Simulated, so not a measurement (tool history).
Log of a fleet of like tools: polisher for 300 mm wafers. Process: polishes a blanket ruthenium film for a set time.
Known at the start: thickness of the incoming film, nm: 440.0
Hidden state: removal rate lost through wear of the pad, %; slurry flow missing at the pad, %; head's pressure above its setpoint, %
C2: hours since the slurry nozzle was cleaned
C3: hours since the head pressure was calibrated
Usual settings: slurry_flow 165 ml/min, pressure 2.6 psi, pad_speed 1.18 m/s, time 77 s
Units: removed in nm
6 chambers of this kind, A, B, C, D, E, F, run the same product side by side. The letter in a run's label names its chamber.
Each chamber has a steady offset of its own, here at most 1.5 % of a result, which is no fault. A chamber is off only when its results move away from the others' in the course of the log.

{"run": "1B", "hour": 3.7, "slurry_flow": 165, "pressure": 2.6, "pad_speed": 1.18, "time": 77, "wafers polished on this pad": 666, "C2": 554.1, "C3": 442.6, "removed": 142.56}
{"run": "2F", "hour": 8.7, "slurry_flow": 165, "pressure": 2.6, "pad_speed": 1.18, "time": 77, "wafers polished on this pad": 565, "C2": 313.7, "C3": 177.1, "removed": 145.26}
{"run": "3A", "hour": 15.4, "slurry_flow": 165, "pressure": 2.6, "pad_speed": 1.18, "time": 77, "wafers polished on this pad": 530, "C2": 313.5, "C3": 206.3, "removed": 144.44}
{"run": "4C", "hour": 19.4, "slurry_flow": 165, "pressure": 2.6, "pad_speed": 1.18, "time": 77, "wafers polished on this pad": 286, "C2": 48.3, "C3": 271.9, "removed": 144.49}
{"hour": 23.0, "done": "chamber A: worn pad replaced by a new one"}
{"run": "5D", "hour": 25.8, "slurry_flow": 165, "pressure": 2.6, "pad_speed": 1.18, "time": 77, "wafers polished on this pad": 372, "C2": 107.9, "C3": 828.4, "removed": 144.53}
{"hour": 29.0, "done": "chamber B: worn pad replaced by a new one"}
{"run": "6E", "hour": 34.3, "slurry_flow": 165, "pressure": 2.6, "pad_speed": 1.18, "time": 77, "wafers polished on this pad": 1030, "C2": 199.9, "C3": 282.9, "removed": 145.25}
{"run": "7D", "hour": 40.0, "slurry_flow": 165, "pressure": 2.6, "pad_speed": 1.18, "time": 99, "wafers polished on this pad": 485, "C2": 122.1, "C3": 842.6, "removed": 186.27}
{"run": "8F", "hour": 44.2, "slurry_flow": 165, "pressure": 2.6, "pad_speed": 1.18, "time": 99, "wafers polished on this pad": 846, "C2": 349.2, "C3": 212.6, "removed": 185.95}
{"run": "9B", "hour": 49.4, "slurry_flow": 165, "pressure": 2.6, "pad_speed": 1.18, "time": 99, "wafers polished on this pad": 162, "C2": 599.8, "C3": 488.3, "removed": 185.24}
{"hour": 53.6, "done": "chamber C: worn pad replaced by a new one"}
{"run": "10A", "hour": 53.9, "slurry_flow": 165, "pressure": 2.6, "pad_speed": 1.18, "time": 99, "wafers polished on this pad": 245, "C2": 352.0, "C3": 244.8, "removed": 182.91}
{"run": "11E", "hour": 57.8, "slurry_flow": 165, "pressure": 2.6, "pad_speed": 1.18, "time": 99, "wafers polished on this pad": 1217, "C2": 223.4, "C3": 306.4, "removed": 184.92}
{"hour": 60.2, "done": "chamber E: worn pad replaced by a new one"}
{"run": "12C", "hour": 64.8, "slurry_flow": 165, "pressure": 2.6, "pad_speed": 1.18, "time": 99, "wafers polished on this pad": 88, "C2": 93.7, "C3": 317.3, "removed": 185.84}
{"hour": 66.8, "done": "chamber F: worn pad replaced by a new one"}
{"run": "13A", "hour": 71.6, "slurry_flow": 165, "pressure": 2.6, "pad_speed": 1.18, "time": 77, "wafers polished on this pad": 385, "C2": 369.7, "C3": 262.5, "removed": 144.76}
{"run": "14C", "hour": 75.6, "slurry_flow": 165, "pressure": 2.6, "pad_speed": 1.18, "time": 77, "wafers polished on this pad": 174, "C2": 104.5, "C3": 328.1, "removed": 144.4}
{"run": "15B", "hour": 82.3, "slurry_flow": 165, "pressure": 2.6, "pad_speed": 1.48, "time": 77, "wafers polished on this pad": 422, "C2": 632.7, "C3": 521.2, "removed": 182.01}
{"hour": 85.4, "done": "chamber B: slurry nozzle cleaned"}
{"run": "16D", "hour": 87.2, "slurry_flow": 165, "pressure": 2.6, "pad_speed": 1.48, "time": 77, "wafers polished on this pad": 859, "C2": 169.3, "C3": 889.8, "removed": 180.46}
{"run": "17F", "hour": 94.8, "slurry_flow": 165, "pressure": 2.6, "pad_speed": 1.48, "time": 77, "wafers polished on this pad": 222, "C2": 399.8, "C3": 263.2, "removed": 184.76}
{"run": "18E", "hour": 99.4, "slurry_flow": 165, "pressure": 2.6, "pad_speed": 1.48, "time": 77, "wafers polished on this pad": 310, "C2": 265.0, "C3": 348.0, "removed": 181.61}
{"hour": 101.2, "done": "chamber D: worn pad replaced by a new one"}
{"hour": 105.7, "done": "chamber A: worn pad replaced by a new one"}
{"run": "19D", "hour": 107.6, "slurry_flow": 165, "pressure": 2.6, "pad_speed": 1.48, "time": 77, "wafers polished on this pad": 51, "C2": 189.7, "C3": 910.2, "removed": 181.77}
{"run": "20C", "hour": 113.4, "slurry_flow": 165, "pressure": 2.6, "pad_speed": 1.48, "time": 77, "wafers polished on this pad": 473, "C2": 142.3, "C3": 365.9, "removed": 180.81}
{"run": "21F", "hour": 117.9, "slurry_flow": 220, "pressure": 2.6, "pad_speed": 1.18, "time": 52, "wafers polished on this pad": 405, "C2": 422.9, "C3": 286.3, "removed": 102.78}
{"run": "22A", "hour": 123.4, "slurry_flow": 220, "pressure": 2.6, "pad_speed": 1.18, "time": 52, "wafers polished on this pad": 140, "C2": 421.5, "C3": 314.3, "removed": 100.68}
{"run": "23E", "hour": 128.6, "slurry_flow": 220, "pressure": 2.6, "pad_speed": 1.18, "time": 52, "wafers polished on this pad": 541, "C2": 294.2, "C3": 377.2, "removed": 101.77}
{"hour": 129.1, "done": "chamber B: worn pad replaced by a new one"}
{"run": "24B", "hour": 136.7, "slurry_flow": 220, "pressure": 2.6, "pad_speed": 1.18, "time": 52, "wafers polished on this pad": 60, "C2": 51.4, "C3": 575.6, "removed": 102.07}
{"hour": 140.8, "done": "chamber C: worn pad replaced by a new one"}
{"run": "25B", "hour": 140.8, "slurry_flow": 220, "pressure": 2.6, "pad_speed": 1.18, "time": 52, "wafers polished on this pad": 92, "C2": 55.5, "C3": 579.7, "removed": 102.4}
{"run": "26C", "hour": 145.2, "slurry_flow": 220, "pressure": 2.6, "pad_speed": 1.18, "time": 52, "wafers polished on this pad": 35, "C2": 174.1, "C3": 397.7, "removed": 100.19}
{"run": "27A", "hour": 150.3, "slurry_flow": 165, "pressure": 2.6, "pad_speed": 1.18, "time": 60, "wafers polished on this pad": 353, "C2": 448.4, "C3": 341.2, "removed": 110.54}
{"run": "28F", "hour": 155.9, "slurry_flow": 165, "pressure": 2.6, "pad_speed": 1.18, "time": 60, "wafers polished on this pad": 706, "C2": 460.9, "C3": 324.3, "removed": 112.1}
{"run": "29D", "hour": 161.0, "slurry_flow": 165, "pressure": 2.6, "pad_speed": 1.18, "time": 60, "wafers polished on this pad": 474, "C2": 243.1, "C3": 963.6, "removed": 112.47}
{"run": "30E", "hour": 165.3, "slurry_flow": 165, "pressure": 2.6, "pad_speed": 1.18, "time": 60, "wafers polished on this pad": 832, "C2": 330.9, "C3": 413.9, "removed": 112.23}
{"run": "31C", "hour": 171.1, "slurry_flow": 165, "pressure": 2.6, "pad_speed": 1.18, "time": 60, "wafers polished on this pad": 240, "C2": 200.0, "C3": 423.6, "removed": 113.63}
{"run": "32B", "hour": 175.8, "slurry_flow": 165, "pressure": 2.6, "pad_speed": 1.18, "time": 60, "wafers polished on this pad": 370, "C2": 90.5, "C3": 614.7, "removed": 112.42}
{"run": "33A", "hour": 179.5, "slurry_flow": 165, "pressure": 2.6, "pad_speed": 1.18, "time": 77, "wafers polished on this pad": 585, "C2": 477.6, "C3": 370.4, "removed": 143.13}
{"run": "34E", "hour": 187.4, "slurry_flow": 110, "pressure": 2.6, "pad_speed": 0.92, "time": 77, "wafers polished on this pad": 1007, "C2": 353.0, "C3": 436.0, "removed": 103.24}
{"run": "35D", "hour": 192.7, "slurry_flow": 110, "pressure": 2.6, "pad_speed": 0.92, "time": 77, "wafers polished on this pad": 725, "C2": 274.8, "C3": 995.3, "removed": 104.79}
{"hour": 200.0, "done": "chamber F: worn pad replaced by a new one"}
{"run": "36F", "hour": 200.4, "slurry_flow": 110, "pressure": 2.6, "pad_speed": 0.92, "time": 77, "wafers polished on this pad": 3, "C2": 505.4, "C3": 368.8, "removed": 106.99}
{"run": "37B", "hour": 208.1, "slurry_flow": 110, "pressure": 2.6, "pad_speed": 0.92, "time": 77, "wafers polished on this pad": 626, "C2": 122.8, "C3": 647.0, "removed": 103.92}
{"run": "38F", "hour": 212.3, "slurry_flow": 110, "pressure": 2.6, "pad_speed": 0.92, "time": 77, "wafers polished on this pad": 97, "C2": 517.3, "C3": 380.7, "removed": 105.47}

What goes on in this fleet: one chamber off, a drifting gauge, or nothing beyond the chambers' own small offsets? Name the chamber and the cause, if any.

No chamber stands off beyond its own small offset, and the gauge holds steady.
